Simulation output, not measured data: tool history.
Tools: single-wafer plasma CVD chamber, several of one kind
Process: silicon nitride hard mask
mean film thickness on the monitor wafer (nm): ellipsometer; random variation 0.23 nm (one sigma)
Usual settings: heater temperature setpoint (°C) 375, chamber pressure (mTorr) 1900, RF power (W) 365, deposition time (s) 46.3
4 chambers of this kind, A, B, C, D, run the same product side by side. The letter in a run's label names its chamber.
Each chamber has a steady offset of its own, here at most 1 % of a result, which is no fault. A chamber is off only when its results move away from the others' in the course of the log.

| run | hour | heater temperature setpoint (°C) | chamber pressure (mTorr) | RF power (W) | deposition time (s) | read-back reference wafer on the same gauge, thickness_nm | mean film thickness on the monitor wafer (nm) |
|---|---|---|---|---|---|---|---|
| 1C | 4.6 | 375 | 1900 | 365 | 46.3 | 66.989 | 63.968 |
|  | 6.5 | chamber D: capacitance manometer re-zeroed and calibrated |
| 2A | 10.8 | 375 | 1900 | 365 | 46.3 | 66.965 | 63.791 |
| 3B | 16.7 | 375 | 1900 | 365 | 46.3 | 66.993 | 63.815 |
| 4D | 21.9 | 375 | 1900 | 365 | 46.3 | 66.949 | 63.900 |
| 5B | 26.4 | 375 | 1900 | 365 | 46.3 | 66.980 | 63.766 |
| 6D | 29.7 | 384 | 1900 | 365 | 46.3 | 66.994 | 64.116 |
| 7A | 34.6 | 384 | 1900 | 365 | 46.3 | 67.001 | 63.770 |
| 8C | 40.6 | 384 | 1900 | 365 | 46.3 | 66.983 | 63.865 |
| 9A | 44.4 | 384 | 1900 | 365 | 46.3 | 66.996 | 63.576 |
| 10B | 47.8 | 366 | 1900 | 405 | 46.3 | 66.990 | 68.513 |
| 11D | 51.6 | 366 | 1900 | 405 | 46.3 | 66.993 | 68.268 |
| 12C | 56.6 | 366 | 1900 | 405 | 46.3 | 66.969 | 68.792 |
| 13C | 62.0 | 366 | 1900 | 405 | 46.3 | 66.968 | 68.787 |
| 14A | 66.5 | 375 | 1900 | 365 | 46.3 | 66.991 | 63.935 |
| 15D | 73.1 | 375 | 1900 | 365 | 46.3 | 67.040 | 63.937 |
| 16B | 79.6 | 375 | 1900 | 340 | 46.3 | 67.006 | 60.772 |
| 17C | 84.2 | 375 | 1900 | 340 | 46.3 | 66.948 | 61.235 |
| 18B | 90.7 | 375 | 1900 | 340 | 46.3 | 66.989 | 60.866 |
| 19A | 94.7 | 375 | 1900 | 340 | 46.3 | 67.035 | 61.289 |
| 20D | 98.3 | 375 | 1900 | 365 | 46.3 | 67.008 | 64.327 |
| 21A | 104.4 | 375 | 1900 | 365 | 46.3 | 67.056 | 63.973 |
| 22B | 107.8 | 375 | 1900 | 365 | 46.3 | 66.985 | 63.635 |
| 23D | 111.6 | 375 | 1900 | 365 | 46.3 | 66.956 | 64.125 |
| 24C | 117.8 | 375 | 1900 | 365 | 46.3 | 66.974 | 64.123 |
| 25B | 122.9 | 375 | 1900 | 365 | 46.3 | 66.979 | 63.774 |
| 26D | 128.3 | 389 | 1900 | 365 | 46.3 | 66.991 | 63.647 |
| 27C | 135.0 | 389 | 1900 | 365 | 46.3 | 67.045 | 64.303 |
| 28A | 138.8 | 389 | 1900 | 365 | 46.3 | 66.984 | 63.471 |
| 29A | 143.5 | 389 | 1900 | 365 | 46.3 | 66.907 | 63.667 |
| 30D | 146.7 | 375 | 1900 | 385 | 49.3 | 66.911 | 70.456 |
| 31C | 152.2 | 375 | 1900 | 385 | 49.3 | 67.023 | 70.735 |
| 32B | 158.2 | 375 | 1900 | 385 | 49.3 | 66.943 | 70.309 |

What goes on in this fleet: one chamber off, a drifting gauge, or nothing beyond the chambers' own small offsets? Name the chamber and the cause, if any.

No chamber stands off beyond its own small offset, and the gauge holds steady.
